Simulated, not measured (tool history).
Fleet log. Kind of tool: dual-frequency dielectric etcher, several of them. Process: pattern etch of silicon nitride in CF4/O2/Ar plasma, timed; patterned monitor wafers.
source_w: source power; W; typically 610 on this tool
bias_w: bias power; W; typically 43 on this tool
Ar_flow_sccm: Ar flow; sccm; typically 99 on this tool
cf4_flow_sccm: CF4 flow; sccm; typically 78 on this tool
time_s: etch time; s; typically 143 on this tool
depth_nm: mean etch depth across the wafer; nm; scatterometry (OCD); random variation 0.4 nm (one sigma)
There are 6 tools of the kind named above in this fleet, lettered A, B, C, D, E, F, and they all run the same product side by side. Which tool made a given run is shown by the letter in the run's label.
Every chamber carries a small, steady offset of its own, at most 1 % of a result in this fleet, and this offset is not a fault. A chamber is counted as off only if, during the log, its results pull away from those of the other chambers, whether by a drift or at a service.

| run | hour | source_w | bias_w | Ar_flow_sccm | cf4_flow_sccm | time_s | hours since the last wet clean | hours since the last source power generator calibration | hours since the last bias power generator calibration | hours since the last Ar flow controller change | hours since the last CF4 flow controller change | read-back reference wafer on the same gauge, depth_nm | depth_nm |
|---|---|---|---|---|---|---|---|---|---|---|---|---|---|
| 1E | 4.7 | 610 | 43 | 99 | 78 | 143 | 343.3 | 3602.4 | 4199.3 | 559.8 | 4095.5 | 253.05 | 296.41 |
| 2A | 8.9 | 610 | 43 | 99 | 78 | 143 | 120.3 | 320.9 | 1991.4 | 4848.9 | 1759.1 | 253.11 | 292.84 |
| 3F | 12.7 | 610 | 43 | 99 | 78 | 143 | 210.9 | 1825 | 2509.4 | 1729.2 | 863.1 | 253.11 | 298.02 |
| 4D | 15.8 | 610 | 43 | 99 | 78 | 143 | 430.5 | 1103.1 | 396.1 | 715.6 | 342.6 | 253.17 | 294.55 |
| 5B | 19 | 610 | 43 | 99 | 78 | 143 | 224 | 1479.1 | 1870.4 | 194 | 692.7 | 253.18 | 293.95 |
| 6C | 21.9 | 610 | 43 | 99 | 78 | 143 | 129.1 | 111.8 | 1263.8 | 436.9 | 4008.7 | 253.24 | 298.12 |
| 7C | 24.1 | 610 | 43 | 99 | 78 | 143 | 131.3 | 114 | 1266 | 439.1 | 4010.9 | 253.38 | 298.2 |
| 8E | 28.4 | 610 | 43 | 99 | 78 | 143 | 367 | 3626.1 | 4223 | 583.5 | 4119.2 | 253.29 | 295.52 |
| 9F | 30.6 | 610 | 43 | 99 | 78 | 143 | 228.8 | 1842.9 | 2527.3 | 1747.1 | 881 | 253.26 | 297.7 |
| 10A | 34.1 | 610 | 43 | 99 | 78 | 143 | 145.5 | 346.1 | 2016.6 | 4874.1 | 1784.3 | 253.39 | 293.36 |
| 11D | 38.6 | 610 | 38 | 99 | 64 | 143 | 453.3 | 1125.9 | 418.9 | 738.4 | 365.4 | 253.46 | 273.13 |
| 12B | 42.8 | 610 | 38 | 99 | 64 | 143 | 247.8 | 1502.9 | 1894.2 | 217.8 | 716.5 | 253.46 | 272.19 |
| 13C | 45.4 | 610 | 38 | 99 | 64 | 143 | 152.6 | 135.3 | 1287.3 | 460.4 | 4032.2 | 253.47 | 276.26 |
| 14E | 47.5 | 610 | 38 | 99 | 64 | 143 | 386.1 | 3645.2 | 4242.1 | 602.6 | 4138.3 | 253.43 | 274.62 |
| 15D | 50.1 | 610 | 38 | 99 | 64 | 143 | 464.8 | 1137.4 | 430.4 | 749.9 | 376.9 | 253.49 | 273.46 |
| 16F | 52.3 | 610 | 38 | 99 | 64 | 143 | 250.5 | 1864.6 | 2549 | 1768.8 | 902.7 | 253.58 | 277.14 |
| 17A | 54.7 | 610 | 43 | 99 | 78 | 143 | 166.1 | 366.7 | 2037.2 | 4894.7 | 1804.9 | 253.6 | 293.7 |
|  | 58 | chamber A: CF4 flow controller replaced |
| 18B | 58.7 | 610 | 43 | 99 | 78 | 143 | 263.7 | 1518.8 | 1910.1 | 233.7 | 732.4 | 253.56 | 295.09 |
| 19A | 61.3 | 610 | 43 | 99 | 78 | 143 | 172.7 | 373.3 | 2043.8 | 4901.3 | 3.4 | 253.65 | 293.46 |
| 20B | 65.1 | 610 | 43 | 99 | 78 | 143 | 270.1 | 1525.2 | 1916.5 | 240.1 | 738.8 | 253.65 | 294.46 |
| 21D | 67.7 | 610 | 43 | 99 | 78 | 143 | 482.4 | 1155 | 448 | 767.5 | 394.5 | 253.73 | 296.4 |
| 22F | 71.9 | 610 | 43 | 99 | 78 | 143 | 270.1 | 1884.2 | 2568.6 | 1788.4 | 922.3 | 253.78 | 297.35 |
| 23C | 75.5 | 610 | 43 | 99 | 78 | 143 | 182.7 | 165.4 | 1317.4 | 490.5 | 4062.3 | 253.76 | 298.7 |
| 24E | 79.2 | 610 | 43 | 99 | 78 | 143 | 417.8 | 3676.9 | 4273.8 | 634.3 | 4170 | 253.85 | 295.5 |
| 25F | 83.2 | 610 | 43 | 99 | 78 | 143 | 281.4 | 1895.5 | 2579.9 | 1799.7 | 933.6 | 254.02 | 298.45 |
| 26C | 87.5 | 610 | 43 | 99 | 78 | 143 | 194.7 | 177.4 | 1329.4 | 502.5 | 4074.3 | 253.99 | 298.71 |
| 27D | 91.3 | 610 | 43 | 99 | 78 | 143 | 506 | 1178.6 | 471.6 | 791.1 | 418.1 | 253.94 | 296.52 |
| 28E | 94.8 | 610 | 43 | 99 | 78 | 143 | 433.4 | 3692.5 | 4289.4 | 649.9 | 4185.6 | 253.98 | 296.24 |
| 29B | 98.4 | 610 | 51 | 99 | 78 | 143 | 303.4 | 1558.5 | 1949.8 | 273.4 | 772.1 | 254.09 | 314.72 |
| 30A | 101.3 | 610 | 51 | 99 | 78 | 143 | 212.7 | 413.3 | 2083.8 | 4941.3 | 43.4 | 254.09 | 312.78 |
| 31A | 105.8 | 610 | 51 | 99 | 78 | 143 | 217.2 | 417.8 | 2088.3 | 4945.8 | 47.9 | 254.14 | 314 |
| 32E | 108.6 | 610 | 51 | 99 | 78 | 143 | 447.2 | 3706.3 | 4303.2 | 663.7 | 4199.4 | 254.11 | 315.28 |
| 33B | 112.6 | 610 | 51 | 99 | 78 | 143 | 317.6 | 1572.7 | 1964 | 287.6 | 786.3 | 254.23 | 314.53 |
| 34C | 116.5 | 610 | 51 | 99 | 78 | 143 | 223.7 | 206.4 | 1358.4 | 531.5 | 4103.3 | 254.29 | 318.31 |
| 35F | 119.1 | 610 | 43 | 99 | 78 | 143 | 317.3 | 1931.4 | 2615.8 | 1835.6 | 969.5 | 254.41 | 298.92 |
| 36D | 121.9 | 610 | 43 | 99 | 78 | 143 | 536.6 | 1209.2 | 502.2 | 821.7 | 448.7 | 254.35 | 296.45 |
| 37D | 126.4 | 610 | 43 | 99 | 78 | 143 | 541.1 | 1213.7 | 506.7 | 826.2 | 453.2 | 254.4 | 297.03 |

All chambers now run identical settings, listed one chamber a line with results as question marks. What results will each chamber show?
| 38A | 129.8 | 480 | 43 | 99 | 78 | 143 |  |  |  |  |  |  | ? |
| 38B | 129.8 | 480 | 43 | 99 | 78 | 143 |  |  |  |  |  |  | ? |
| 38C | 129.8 | 480 | 43 | 99 | 78 | 143 |  |  |  |  |  |  | ? |
| 38D | 129.8 | 480 | 43 | 99 | 78 | 143 |  |  |  |  |  |  | ? |
| 38E | 129.8 | 480 | 43 | 99 | 78 | 143 |  |  |  |  |  |  | ? |
| 38F | 129.8 | 480 | 43 | 99 | 78 | 143 |  |  |  |  |  |  | ? |

| run | depth_nm |
|---|---|
| 38A | 240.07 |
| 38B | 238.92 |
| 38C | 244.14 |
| 38D | 239.83 |
| 38E | 241.36 |
| 38F | 242.08 |
